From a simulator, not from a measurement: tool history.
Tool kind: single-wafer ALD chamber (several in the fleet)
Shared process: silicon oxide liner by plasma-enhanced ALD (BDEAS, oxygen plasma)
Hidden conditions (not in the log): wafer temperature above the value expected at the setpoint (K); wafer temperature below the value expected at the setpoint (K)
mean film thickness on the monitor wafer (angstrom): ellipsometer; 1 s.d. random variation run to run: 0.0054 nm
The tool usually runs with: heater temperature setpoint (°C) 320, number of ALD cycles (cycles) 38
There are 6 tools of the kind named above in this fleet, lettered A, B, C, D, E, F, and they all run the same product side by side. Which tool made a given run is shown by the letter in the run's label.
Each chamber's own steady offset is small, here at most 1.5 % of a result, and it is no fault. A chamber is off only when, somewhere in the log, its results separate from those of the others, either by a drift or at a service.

run   hour  heater temperature setpoint (°C)  number of ALD cycles (cycles)  hours since the last thermocouple change  read-back reference wafer on the same gauge, thickness_nm  mean film thickness on the monitor wafer (angstrom)
      11.6  -- chamber F: thermocouple changed; heater temperature recalibrated
 1F   14.7                               320                             38                                       3.2                                                     4.0612                                               34.436
 2E   22.7                               320                             38                                     158.5                                                     4.0598                                               34.846
 3A   37.4                               320                             38                                     690.6                                                     4.0612                                               34.372
 4C   50.4                               320                             38                                     279.7                                                     4.0612                                               34.557
 5B     63                               320                             38                                    1125.8                                                     4.0632                                               34.425
 6D   75.4                               320                             38                                    1321.4                                                     4.0629                                               34.349
 7B   83.4                               320                             38                                    1146.2                                                     4.0649                                                34.52
 8E   94.9                               320                             38                                     230.7                                                     4.0656                                               34.706
 9F  109.5                               320                             38                                        98                                                      4.066                                               34.337
10A    120                               320                             38                                     773.2                                                     4.0661                                               34.344
11C    133                               320                             38                                     362.3                                                     4.0684                                               34.609
12D  140.4                               320                             38                                    1386.4                                                     4.0677                                               34.293
13E  150.7                               320                             38                                     286.5                                                     4.0672                                               34.903
14D  159.8                               320                             38                                    1405.8                                                     4.0706                                               34.324
15B    173                               333                             38                                    1235.8                                                     4.0711                                               33.869
16F    182                               333                             38                                     170.5                                                     4.0704                                               33.799
       183  -- chamber B: thermocouple changed; heater temperature recalibrated
17C  189.5                               333                             38                                     418.8                                                     4.0712                                               34.018
18A  203.4                               333                             38                                     856.6                                                      4.071                                               33.779
19B    212                               333                             38                                        29                                                     4.0725                                               33.939
20A  219.7                               333                             38                                     872.9                                                     4.0718                                               33.706
21D  227.5                               320                             38                                    1473.5                                                     4.0728                                               34.379
22F  240.5                               320                             38                                       229                                                     4.0734                                               34.444
23C  247.3                               320                             38                                     476.6                                                     4.0729                                               34.777
24E  261.7                               320                             38                                     397.5                                                     4.0738                                               34.934
25A  269.9                               307                             33                                     923.1                                                     4.0741                                               30.456
26F  277.3                               307                             33                                     265.8                                                     4.0761                                               30.414
27C  290.3                               307                             33                                     519.6                                                     4.0782                                               30.682
28D  300.1                               307                             33                                    1546.1                                                     4.0763                                                30.47
29B  314.1                               307                             33                                     131.1                                                     4.0771                                               30.611
30E  325.6                               307                             33                                     461.4                                                     4.0797                                               30.842
     332.7  -- chamber A: thermocouple changed; heater temperature recalibrated
31D  333.4                               320                             38                                    1579.4                                                     4.0791                                               34.369
32A  345.7                               320                             38                                        13                                                     4.0799                                               34.461
33C  357.2                               320                             38                                     586.5                                                     4.0803                                               34.766
34B  371.1                               320                             38                                     188.1                                                      4.082                                               34.611
35E  384.7                               320                             38                                     520.5                                                     4.0825                                               34.943
       392  -- chamber D: thermocouple changed; heater temperature recalibrated
36F    399                               320                             38                                     387.5                                                     4.0827                                               34.517
37A  412.1                               306                             43                                      79.4                                                     4.0829                                                39.82
38B    420                               306                             43                                       237                                                     4.0844                                               40.028
39D  431.4                               306                             43                                      39.4                                                     4.0843                                               39.635
40F  440.9                               306                             43                                     429.4                                                     4.0852                                                39.87
41E  447.4                               306                             43                                     583.2                                                     4.0853                                               40.393

Each of the 6 chambers runs these same settings next. Fill in every chamber's results:
42A  458.1                               320                             41                                                                                                                                                         ?
42B  458.1                               320                             41                                                                                                                                                         ?
42C  458.1                               320                             41                                                                                                                                                         ?
42D  458.1                               320                             41                                                                                                                                                         ?
42E  458.1                               320                             41                                                                                                                                                         ?
42F  458.1                               320                             41                                                                                                                                                         ?

run  mean film thickness on the monitor wafer (angstrom)
42A                                               37.194
42B                                               37.444
42C                                               37.552
42D                                               37.128
42E                                               37.694
42F                                               37.256
